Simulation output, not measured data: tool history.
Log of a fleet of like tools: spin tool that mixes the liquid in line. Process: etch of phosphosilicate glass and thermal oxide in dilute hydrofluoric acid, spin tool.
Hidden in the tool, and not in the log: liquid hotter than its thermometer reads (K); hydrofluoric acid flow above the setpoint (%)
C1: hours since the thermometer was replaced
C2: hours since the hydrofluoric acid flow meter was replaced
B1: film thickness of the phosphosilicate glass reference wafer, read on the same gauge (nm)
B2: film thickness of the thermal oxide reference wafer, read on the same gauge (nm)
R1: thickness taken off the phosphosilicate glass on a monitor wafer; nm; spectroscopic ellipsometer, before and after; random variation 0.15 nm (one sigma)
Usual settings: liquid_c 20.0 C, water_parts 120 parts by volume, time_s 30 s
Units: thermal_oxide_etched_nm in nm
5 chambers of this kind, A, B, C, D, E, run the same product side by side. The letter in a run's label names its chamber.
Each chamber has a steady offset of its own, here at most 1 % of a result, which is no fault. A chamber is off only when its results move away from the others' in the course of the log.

run 1E hour=8.8 | liquid_c=20.0 water_parts=120 time_s=30 | C1=1626.1 C2=1413.4 | B1=29.947 B2=149.98 | R1=16.9620 thermal_oxide_etched_nm=0.96659
run 2D hour=17.8 | liquid_c=20.0 water_parts=120 time_s=30 | C1=484.6 C2=205.5 | B1=30.031 B2=149.98 | R1=16.7720 thermal_oxide_etched_nm=0.94280
run 3B hour=28.1 | liquid_c=20.0 water_parts=120 time_s=30 | C1=487.9 C2=1363.5 | B1=29.996 B2=150.00 | R1=16.9560 thermal_oxide_etched_nm=1.02270
run 4C hour=34.0 | liquid_c=20.0 water_parts=120 time_s=30 | C1=636.0 C2=190.4 | B1=29.965 B2=150.00 | R1=17.1500 thermal_oxide_etched_nm=0.97462
run 5A hour=40.6 | liquid_c=20.0 water_parts=120 time_s=30 | C1=1545.6 C2=1031.9 | B1=29.992 B2=150.00 | R1=17.0650 thermal_oxide_etched_nm=0.97290
run 6A hour=51.9 | liquid_c=20.0 water_parts=120 time_s=30 | C1=1556.9 C2=1043.2 | B1=30.019 B2=150.00 | R1=17.2500 thermal_oxide_etched_nm=0.92855
run 7E hour=61.5 | liquid_c=20.0 water_parts=120 time_s=30 | C1=1678.8 C2=1466.1 | B1=30.023 B2=150.01 | R1=16.8810 thermal_oxide_etched_nm=0.98241
run 8B hour=68.8 | liquid_c=20.0 water_parts=120 time_s=30 | C1=528.6 C2=1404.2 | B1=30.021 B2=150.00 | R1=17.0300 thermal_oxide_etched_nm=0.95377
run 9C hour=79.3 | liquid_c=20.0 water_parts=120 time_s=30 | C1=681.3 C2=235.7 | B1=29.997 B2=150.00 | R1=17.5240 thermal_oxide_etched_nm=0.95335
run 10D hour=86.4 | liquid_c=20.0 water_parts=120 time_s=30 | C1=553.2 C2=274.1 | B1=29.971 B2=149.99 | R1=17.0470 thermal_oxide_etched_nm=0.97371
run 11E hour=93.5 | liquid_c=20.0 water_parts=120 time_s=30 | C1=1710.8 C2=1498.1 | B1=30.009 B2=149.99 | R1=17.3350 thermal_oxide_etched_nm=0.97873
run 12A hour=99.1 | liquid_c=20.0 water_parts=120 time_s=30 | C1=1604.1 C2=1090.4 | B1=29.999 B2=149.99 | R1=16.9940 thermal_oxide_etched_nm=0.95381
run 13B hour=105.9 | liquid_c=18.5 water_parts=120 time_s=15 | C1=565.7 C2=1441.3 | B1=29.987 B2=150.00 | R1=8.0734 thermal_oxide_etched_nm=0.47058
run 14C hour=113.9 | liquid_c=18.5 water_parts=120 time_s=15 | C1=715.9 C2=270.3 | B1=29.978 B2=149.98 | R1=8.0768 thermal_oxide_etched_nm=0.46468
run 15D hour=121.2 | liquid_c=18.5 water_parts=120 time_s=15 | C1=588.0 C2=308.9 | B1=30.002 B2=150.01 | R1=8.0184 thermal_oxide_etched_nm=0.46216
run 16B hour=128.1 | liquid_c=18.5 water_parts=120 time_s=15 | C1=587.9 C2=1463.5 | B1=29.990 B2=150.02 | R1=7.9455 thermal_oxide_etched_nm=0.44324
run 17A hour=138.3 | liquid_c=18.5 water_parts=120 time_s=15 | C1=1643.3 C2=1129.6 | B1=30.016 B2=149.99 | R1=8.1318 thermal_oxide_etched_nm=0.45514
run 18C hour=144.2 | liquid_c=20.0 water_parts=120 time_s=30 | C1=746.2 C2=300.6 | B1=29.980 B2=150.00 | R1=17.1310 thermal_oxide_etched_nm=0.95594
run 19E hour=153.8 | liquid_c=20.0 water_parts=120 time_s=30 | C1=1771.1 C2=1558.4 | B1=29.984 B2=149.99 | R1=17.2290 thermal_oxide_etched_nm=0.94765
run 20D hour=162.0 | liquid_c=17.0 water_parts=120 time_s=15 | C1=628.8 C2=349.7 | B1=29.995 B2=149.98 | R1=7.4760 thermal_oxide_etched_nm=0.42725
run 21D hour=168.3 | liquid_c=17.0 water_parts=120 time_s=15 | C1=635.1 C2=356.0 | B1=29.969 B2=150.03 | R1=7.4963 thermal_oxide_etched_nm=0.41942
-- hour=170.8 chamber B: thermometer replaced
run 22B hour=174.5 | liquid_c=17.0 water_parts=120 time_s=15 | C1=3.8 C2=1509.9 | B1=30.006 B2=149.99 | R1=7.4499 thermal_oxide_etched_nm=0.44468
run 23C hour=182.9 | liquid_c=17.0 water_parts=120 time_s=15 | C1=784.9 C2=339.3 | B1=30.014 B2=150.00 | R1=7.4994 thermal_oxide_etched_nm=0.43116
run 24A hour=190.3 | liquid_c=17.0 water_parts=120 time_s=15 | C1=1695.3 C2=1181.6 | B1=30.020 B2=149.99 | R1=7.6522 thermal_oxide_etched_nm=0.45791
run 25E hour=199.5 | liquid_c=20.0 water_parts=120 time_s=30 | C1=1816.8 C2=1604.1 | B1=30.022 B2=150.01 | R1=17.1570 thermal_oxide_etched_nm=0.98728
run 26E hour=207.3 | liquid_c=20.0 water_parts=150 time_s=50 | C1=1824.6 C2=1611.9 | B1=29.971 B2=149.98 | R1=21.9250 thermal_oxide_etched_nm=1.26560
run 27D hour=214.0 | liquid_c=20.0 water_parts=150 time_s=50 | C1=680.8 C2=401.7 | B1=30.065 B2=149.99 | R1=21.7690 thermal_oxide_etched_nm=1.25820
run 28A hour=221.6 | liquid_c=20.0 water_parts=150 time_s=50 | C1=1726.6 C2=1212.9 | B1=30.011 B2=150.01 | R1=21.9430 thermal_oxide_etched_nm=1.20840
run 29C hour=229.6 | liquid_c=20.0 water_parts=150 time_s=50 | C1=831.6 C2=386.0 | B1=30.014 B2=149.99 | R1=22.4710 thermal_oxide_etched_nm=1.28450
run 30B hour=240.8 | liquid_c=20.0 water_parts=150 time_s=50 | C1=70.1 C2=1576.2 | B1=29.996 B2=149.99 | R1=22.3130 thermal_oxide_etched_nm=1.25810
run 31D hour=250.2 | liquid_c=20.0 water_parts=120 time_s=30 | C1=717.0 C2=437.9 | B1=29.961 B2=150.00 | R1=16.8800 thermal_oxide_etched_nm=0.93420
run 32C hour=257.7 | liquid_c=20.0 water_parts=120 time_s=30 | C1=859.7 C2=414.1 | B1=30.037 B2=150.02 | R1=17.4470 thermal_oxide_etched_nm=0.99974
run 33A hour=264.5 | liquid_c=20.0 water_parts=120 time_s=30 | C1=1769.5 C2=1255.8 | B1=30.023 B2=150.00 | R1=17.3890 thermal_oxide_etched_nm=0.96003
run 34E hour=274.3 | liquid_c=20.0 water_parts=120 time_s=30 | C1=1891.6 C2=1678.9 | B1=30.006 B2=150.00 | R1=17.1090 thermal_oxide_etched_nm=0.98093
run 35B hour=284.6 | liquid_c=20.0 water_parts=120 time_s=30 | C1=113.9 C2=1620.0 | B1=30.045 B2=150.02 | R1=17.1000 thermal_oxide_etched_nm=0.97801
run 36A hour=294.9 | liquid_c=20.0 water_parts=120 time_s=30 | C1=1799.9 C2=1286.2 | B1=29.964 B2=150.01 | R1=17.1850 thermal_oxide_etched_nm=0.95958
run 37B hour=304.0 | liquid_c=20.0 water_parts=120 time_s=30 | C1=133.3 C2=1639.4 | B1=30.006 B2=150.01 | R1=17.2370 thermal_oxide_etched_nm=1.00370
-- hour=314.7 chamber D: thermometer replaced
run 38C hour=316.0 | liquid_c=20.0 water_parts=120 time_s=30 | C1=918.0 C2=472.4 | B1=30.024 B2=149.98 | R1=17.0490 thermal_oxide_etched_nm=1.02280
run 39E hour=323.8 | liquid_c=20.0 water_parts=120 time_s=30 | C1=1941.1 C2=1728.4 | B1=29.977 B2=150.00 | R1=17.2850 thermal_oxide_etched_nm=0.97143
run 40D hour=330.0 | liquid_c=20.0 water_parts=145 time_s=30 | C1=15.3 C2=517.7 | B1=29.991 B2=150.00 | R1=13.5540 thermal_oxide_etched_nm=0.77353
run 41B hour=338.9 | liquid_c=20.0 water_parts=145 time_s=30 | C1=168.2 C2=1674.3 | B1=30.042 B2=150.00 | R1=13.6380 thermal_oxide_etched_nm=0.84097
run 42C hour=345.4 | liquid_c=20.0 water_parts=145 time_s=30 | C1=947.4 C2=501.8 | B1=29.988 B2=149.98 | R1=13.6610 thermal_oxide_etched_nm=0.77871
run 43E hour=357.2 | liquid_c=20.0 water_parts=145 time_s=30 | C1=1974.5 C2=1761.8 | B1=30.008 B2=150.00 | R1=13.7890 thermal_oxide_etched_nm=0.79797
run 44A hour=365.0 | liquid_c=20.0 water_parts=145 time_s=30 | C1=1870.0 C2=1356.3 | B1=29.995 B2=150.03 | R1=13.7080 thermal_oxide_etched_nm=0.81682

All 5 chambers run these settings next. Forecast each chamber's results:
run 45A hour=373.6 | liquid_c=20.0 water_parts=150 time_s=30 | R1=? thermal_oxide_etched_nm=?
run 45B hour=373.6 | liquid_c=20.0 water_parts=150 time_s=30 | R1=? thermal_oxide_etched_nm=?
run 45C hour=373.6 | liquid_c=20.0 water_parts=150 time_s=30 | R1=? thermal_oxide_etched_nm=?
run 45D hour=373.6 | liquid_c=20.0 water_parts=150 time_s=30 | R1=? thermal_oxide_etched_nm=?
run 45E hour=373.6 | liquid_c=20.0 water_parts=150 time_s=30 | R1=? thermal_oxide_etched_nm=?

run=45A R1=13.3170 thermal_oxide_etched_nm=0.76710
run=45B R1=13.2190 thermal_oxide_etched_nm=0.73498
run=45C R1=13.3180 thermal_oxide_etched_nm=0.75477
run=45D R1=13.3000 thermal_oxide_etched_nm=0.74820
run=45E R1=13.1770 thermal_oxide_etched_nm=0.77955

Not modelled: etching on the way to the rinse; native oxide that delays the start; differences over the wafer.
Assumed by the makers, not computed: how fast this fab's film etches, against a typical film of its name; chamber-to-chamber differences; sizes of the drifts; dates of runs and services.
